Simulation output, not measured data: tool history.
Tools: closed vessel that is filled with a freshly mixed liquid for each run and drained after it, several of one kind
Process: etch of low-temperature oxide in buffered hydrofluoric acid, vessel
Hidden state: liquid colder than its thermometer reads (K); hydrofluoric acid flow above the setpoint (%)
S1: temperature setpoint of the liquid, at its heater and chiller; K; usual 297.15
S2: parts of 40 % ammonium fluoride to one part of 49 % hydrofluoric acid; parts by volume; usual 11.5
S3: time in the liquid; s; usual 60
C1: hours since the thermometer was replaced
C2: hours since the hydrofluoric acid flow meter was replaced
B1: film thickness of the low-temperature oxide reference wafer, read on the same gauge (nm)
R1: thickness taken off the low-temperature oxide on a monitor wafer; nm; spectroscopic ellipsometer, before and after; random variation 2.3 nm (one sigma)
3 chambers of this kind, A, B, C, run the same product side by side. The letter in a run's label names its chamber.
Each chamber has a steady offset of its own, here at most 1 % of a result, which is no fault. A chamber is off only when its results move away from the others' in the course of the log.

Run 1C, hour 10.6: usual settings; C1 304.7; C2 1270.2; B1 120.02. Result: R1 254.66 nm.
Run 2B, hour 21.2: usual settings; C1 583.9; C2 2009.7; B1 120. Result: R1 251.26 nm.
Run 3A, hour 30.3: usual settings; C1 540.3; C2 245; B1 119.99. Result: R1 250.59 nm.
Run 4C, hour 37.2: usual settings; C1 331.3; C2 1296.8; B1 120.03. Result: R1 251.96 nm.
Run 5B, hour 43.5: usual settings but S1 300.15 K; C1 606.2; C2 2032; B1 120.01. Result: R1 298 nm.
Run 6A, hour 53.3: usual settings but S1 300.15 K; C1 563.3; C2 268; B1 119.98. Result: R1 299.71 nm.
Run 7B, hour 60.8: usual settings but S1 300.15 K; C1 623.5; C2 2049.3; B1 120.01. Result: R1 298.22 nm.
Run 8A, hour 69.8: usual settings; C1 579.8; C2 284.5; B1 120.01. Result: R1 254.51 nm.
Run 9C, hour 75.7: usual settings but S1 299.65 K, S2 7.5 parts by volume; C1 369.8; C2 1335.3; B1 119.98. Result: R1 431.17 nm.
Run 10A, hour 80.5: usual settings but S1 299.65 K, S2 7.5 parts by volume; C1 590.5; C2 295.2; B1 120.02. Result: R1 441.34 nm.
Run 11B, hour 88.9: usual settings but S1 299.65 K, S2 7.5 parts by volume; C1 651.6; C2 2077.4; B1 120. Result: R1 434.96 nm.
Run 12C, hour 96.3: usual settings; C1 390.4; C2 1355.9; B1 119.99. Result: R1 251.45 nm.
Run 13B, hour 101.4: usual settings but S2 9 parts by volume, S3 35 s; C1 664.1; C2 2089.9; B1 120.01. Result: R1 182.98 nm.
Run 14C, hour 110.7: usual settings but S2 9 parts by volume, S3 35 s; C1 404.8; C2 1370.3; B1 119.98. Result: R1 180.63 nm.
Run 15A, hour 115.5: usual settings but S2 9 parts by volume, S3 35 s; C1 625.5; C2 330.2; B1 120. Result: R1 182.31 nm.
Run 16A, hour 122.1: usual settings; C1 632.1; C2 336.8; B1 120.01. Result: R1 255.82 nm.
Run 17B, hour 131: usual settings; C1 693.7; C2 2119.5; B1 120. Result: R1 254.43 nm.
Run 18C, hour 138.1: usual settings; C1 432.2; C2 1397.7; B1 119.98. Result: R1 253.82 nm.
Run 19A, hour 143.7: usual settings; C1 653.7; C2 358.4; B1 119.99. Result: R1 259.51 nm.
Run 20B, hour 151.6: usual settings but S1 300.65 K, S3 35 s; C1 714.3; C2 2140.1; B1 119.99. Result: R1 180.34 nm.
Run 21C, hour 159.1: usual settings but S1 300.65 K, S3 35 s; C1 453.2; C2 1418.7; B1 120.01. Result: R1 178.38 nm.
Run 22B, hour 166.8: usual settings but S1 300.65 K, S3 35 s; C1 729.5; C2 2155.3; B1 120.01. Result: R1 178.25 nm.
Run 23C, hour 172.8: usual settings but S2 9.5 parts by volume, S3 30 s; C1 466.9; C2 1432.4; B1 120. Result: R1 150.54 nm.
Run 24A, hour 179.8: usual settings but S2 9.5 parts by volume, S3 30 s; C1 689.8; C2 394.5; B1 119.99. Result: R1 155.23 nm.
Run 25B, hour 189.1: usual settings but S2 9.5 parts by volume, S3 30 s; C1 751.8; C2 2177.6; B1 120.01. Result: R1 148.24 nm.
Run 26A, hour 195.5: usual settings but S3 30 s; C1 705.5; C2 410.2; B1 119.98. Result: R1 132.83 nm.
Run 27C, hour 205.1: usual settings but S3 30 s; C1 499.2; C2 1464.7; B1 120. Result: R1 126.79 nm.
Run 28C, hour 210.3: usual settings but S3 30 s; C1 504.4; C2 1469.9; B1 120.01. Result: R1 127.37 nm.
Run 29B, hour 220.2: usual settings; C1 782.9; C2 2208.7; B1 119.98. Result: R1 256.08 nm.
Run 30A, hour 226.2: usual settings; C1 736.2; C2 440.9; B1 120. Result: R1 273.49 nm.
Run 31C, hour 232.4: usual settings; C1 526.5; C2 1492; B1 120. Result: R1 251.54 nm.
Run 32B, hour 237.1: usual settings; C1 799.8; C2 2225.6; B1 119.97. Result: R1 253.86 nm.
Run 33A, hour 242.8: usual settings; C1 752.8; C2 457.5; B1 120.01. Result: R1 271.78 nm.
Run 34A, hour 249.4: usual settings; C1 759.4; C2 464.1; B1 119.99. Result: R1 271.88 nm.
Run 35C, hour 257.4: usual settings; C1 551.5; C2 1517; B1 119.98. Result: R1 250.46 nm.
Run 36B, hour 262.7: usual settings; C1 825.4; C2 2251.2; B1 119.98. Result: R1 258.2 nm.
Run 37A, hour 270.7: usual settings; C1 780.7; C2 485.4; B1 120. Result: R1 281.86 nm.
Run 38B, hour 281.2: usual settings; C1 843.9; C2 2269.7; B1 120. Result: R1 256.06 nm.

Is one chamber off against the others, does the gauge drift, or is nothing wrong? If a chamber is off, say which, and what the likeliest cause is.

Chamber A drifts away from the others.
Cause: hydrofluoric acid flow above the setpoint (%) = 10.4.
The log may not tell that from: liquid hotter than its thermometer reads (K).

Here are 4 candidates for chamber A's next run, each the usual settings with a change, their results left as question marks. Which one brings its results back in line with what the others give on the usual settings?
In line means no further than this from the other chambers' mean on the usual settings: R1 7.9 nm
Run 39A-1, hour 288.8: usual settings but S1 296.65 K, S3 55 s. Result: R1 ?.
Run 39A-2, hour 288.8: usual settings but S1 301.15 K. Result: R1 ?.
Run 39A-3, hour 288.8: usual settings but S2 10 parts by volume. Result: R1 ?.
Run 39A-4, hour 288.8: usual settings but S1 293.15 K. Result: R1 ?.

The other chambers' mean on the usual settings: R1 254.05 nm
  run      R1
39A-1  251.83
39A-2   349.4
39A-3  312.95
39A-4  226.85
39A-1 brings the chamber back in line.
